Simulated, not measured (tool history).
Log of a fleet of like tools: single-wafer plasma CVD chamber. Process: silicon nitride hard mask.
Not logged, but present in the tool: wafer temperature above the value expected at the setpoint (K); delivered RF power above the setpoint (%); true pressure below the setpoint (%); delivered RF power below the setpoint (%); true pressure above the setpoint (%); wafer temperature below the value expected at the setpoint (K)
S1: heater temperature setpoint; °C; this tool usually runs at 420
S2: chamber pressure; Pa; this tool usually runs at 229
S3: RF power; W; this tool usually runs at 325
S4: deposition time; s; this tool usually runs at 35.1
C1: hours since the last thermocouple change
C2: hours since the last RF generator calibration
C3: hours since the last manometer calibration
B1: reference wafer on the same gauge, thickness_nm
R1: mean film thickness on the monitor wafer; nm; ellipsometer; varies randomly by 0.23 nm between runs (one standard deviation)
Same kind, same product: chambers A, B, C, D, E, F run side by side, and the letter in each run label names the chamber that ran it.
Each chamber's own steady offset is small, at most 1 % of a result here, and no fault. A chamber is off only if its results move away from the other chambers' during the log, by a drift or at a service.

| run | day | S1 | S2 | S3 | S4 | C1 | C2 | C3 | B1 | R1 |
|---|---|---|---|---|---|---|---|---|---|---|
| 1E | 0.471 | 420 | 229 | 325 | 35.1 | 2155.1 | 429.7 | 629.6 | 38.634 | 43.194 |
| 2F | 0.904 | 420 | 229 | 325 | 35.1 | 1155 | 782.4 | 391.3 | 38.606 | 42.837 |
| 3D | 1.388 | 420 | 229 | 325 | 35.1 | 65.6 | 763.8 | 51.4 | 38.596 | 42.51 |
| 4C | 1.821 | 420 | 229 | 325 | 35.1 | 438.1 | 147.7 | 1001.1 | 38.625 | 43.207 |
| 5B | 2.258 | 420 | 229 | 325 | 35.1 | 1441.6 | 510.1 | 754.8 | 38.649 | 43.09 |
| 6A | 2.592 | 420 | 229 | 325 | 35.1 | 1238.6 | 1343.3 | 576.5 | 38.591 | 42.97 |
| 7B | 3.071 | 431 | 247 | 325 | 35.1 | 1461.1 | 529.6 | 774.3 | 38.572 | 43.849 |
| 8C | 3.538 | 431 | 247 | 325 | 35.1 | 479.3 | 188.9 | 1042.3 | 38.597 | 43.445 |
| 9A | 3.8 | 431 | 247 | 325 | 35.1 | 1267.6 | 1372.3 | 605.5 | 38.624 | 44.206 |
| 10E | 4.267 | 431 | 247 | 325 | 35.1 | 2246.2 | 520.8 | 720.7 | 38.576 | 43.348 |
| 11F | 4.708 | 431 | 247 | 325 | 35.1 | 1246.3 | 873.7 | 482.6 | 38.572 | 43.174 |
| 12D | 4.942 | 431 | 247 | 325 | 35.1 | 150.9 | 849.1 | 136.7 | 38.608 | 43.44 |
| 13E | 5.417 | 420 | 229 | 325 | 35.1 | 2273.8 | 548.4 | 748.3 | 38.601 | 43.214 |
| 14B | 5.717 | 420 | 229 | 325 | 35.1 | 1524.6 | 593.1 | 837.8 | 38.575 | 43.06 |
| 15F | 6.175 | 420 | 229 | 325 | 35.1 | 1281.5 | 908.9 | 517.8 | 38.639 | 42.932 |
| 16C | 6.454 | 420 | 229 | 290 | 35.1 | 549.3 | 258.9 | 1112.3 | 38.539 | 39.518 |
|  | 6.867 | chamber F: thermocouple changed; heater temperature recalibrated |
| 17A | 6.892 | 420 | 229 | 290 | 35.1 | 1341.8 | 1446.5 | 679.7 | 38.548 | 40.212 |
| 18D | 7.117 | 420 | 229 | 290 | 35.1 | 203.1 | 901.3 | 188.9 | 38.572 | 39.518 |
| 19D | 7.467 | 420 | 229 | 290 | 35.1 | 211.5 | 909.7 | 197.3 | 38.591 | 39.53 |
| 20E | 7.817 | 420 | 229 | 290 | 35.1 | 2331.4 | 606 | 805.9 | 38.605 | 40.329 |
| 21B | 8.238 | 420 | 229 | 290 | 35.1 | 1585.1 | 653.6 | 898.3 | 38.581 | 39.925 |
|  | 8.375 | chamber E: thermocouple changed; heater temperature recalibrated |
| 22A | 8.633 | 420 | 229 | 325 | 35.1 | 1383.6 | 1488.3 | 721.5 | 38.581 | 43.424 |
| 23F | 8.975 | 420 | 281 | 325 | 35.1 | 50.6 | 976.1 | 585 | 38.572 | 45.003 |
| 24C | 9.442 | 420 | 281 | 325 | 35.1 | 621 | 330.6 | 1184 | 38.561 | 45.422 |
| 25B | 9.896 | 420 | 281 | 325 | 35.1 | 1624.9 | 693.4 | 938.1 | 38.669 | 45.371 |
| 26A | 10.375 | 420 | 281 | 325 | 35.1 | 1425.4 | 1530.1 | 763.3 | 38.599 | 45.776 |
| 27C | 10.754 | 420 | 281 | 325 | 35.1 | 652.5 | 362.1 | 1215.5 | 38.582 | 45.423 |
| 28D | 11.104 | 420 | 281 | 325 | 35.1 | 298.8 | 997 | 284.6 | 38.66 | 45.379 |
| 29E | 11.508 | 409 | 229 | 325 | 35.1 | 75.3 | 694.6 | 894.5 | 38.644 | 43.238 |
| 30F | 11.867 | 409 | 229 | 325 | 35.1 | 120 | 1045.5 | 654.4 | 38.623 | 42.937 |
| 31C | 12.196 | 409 | 229 | 325 | 35.1 | 687.1 | 396.7 | 1250.1 | 38.571 | 43.559 |
|  | 12.458 | chamber B: capacitance manometer re-zeroed and calibrated |
| 32A | 12.529 | 409 | 229 | 325 | 35.1 | 1477.1 | 1581.8 | 815 | 38.627 | 43.722 |
| 33D | 12.825 | 409 | 229 | 325 | 35.1 | 340.1 | 1038.3 | 325.9 | 38.581 | 42.885 |
| 34B | 13.288 | 409 | 229 | 325 | 35.1 | 1706.3 | 774.8 | 20 | 38.592 | 43.578 |
|  | 13.496 | chamber B: thermocouple changed; heater temperature recalibrated |
| 35F | 13.542 | 420 | 229 | 325 | 35.1 | 160.2 | 1085.7 | 694.6 | 38.589 | 42.614 |
| 36E | 13.767 | 420 | 229 | 325 | 35.1 | 129.5 | 748.8 | 948.7 | 38.596 | 43.011 |
| 37F | 14.221 | 420 | 229 | 325 | 35.1 | 176.5 | 1102 | 710.9 | 38.572 | 42.718 |
| 38E | 14.671 | 420 | 229 | 325 | 35.1 | 151.2 | 770.5 | 970.4 | 38.571 | 43.493 |
| 39D | 14.958 | 420 | 229 | 325 | 35.1 | 391.3 | 1089.5 | 377.1 | 38.613 | 43.148 |
| 40B | 15.333 | 420 | 229 | 325 | 35.1 | 44.2 | 823.9 | 69.1 | 38.563 | 43.038 |
| 41C | 15.558 | 420 | 229 | 325 | 35.1 | 767.8 | 477.4 | 1330.8 | 38.618 | 42.812 |

Each of the 6 chambers runs these same settings next. Fill in every chamber's results:
| 42A | 15.917 | 420 | 229 | 325 | 35.1 |  |  |  |  | ? |
| 42B | 15.917 | 420 | 229 | 325 | 35.1 |  |  |  |  | ? |
| 42C | 15.917 | 420 | 229 | 325 | 35.1 |  |  |  |  | ? |
| 42D | 15.917 | 420 | 229 | 325 | 35.1 |  |  |  |  | ? |
| 42E | 15.917 | 420 | 229 | 325 | 35.1 |  |  |  |  | ? |
| 42F | 15.917 | 420 | 229 | 325 | 35.1 |  |  |  |  | ? |

| run | R1 |
|---|---|
| 42A | 43.475 |
| 42B | 42.924 |
| 42C | 43.237 |
| 42D | 42.639 |
| 42E | 42.878 |
| 42F | 42.474 |
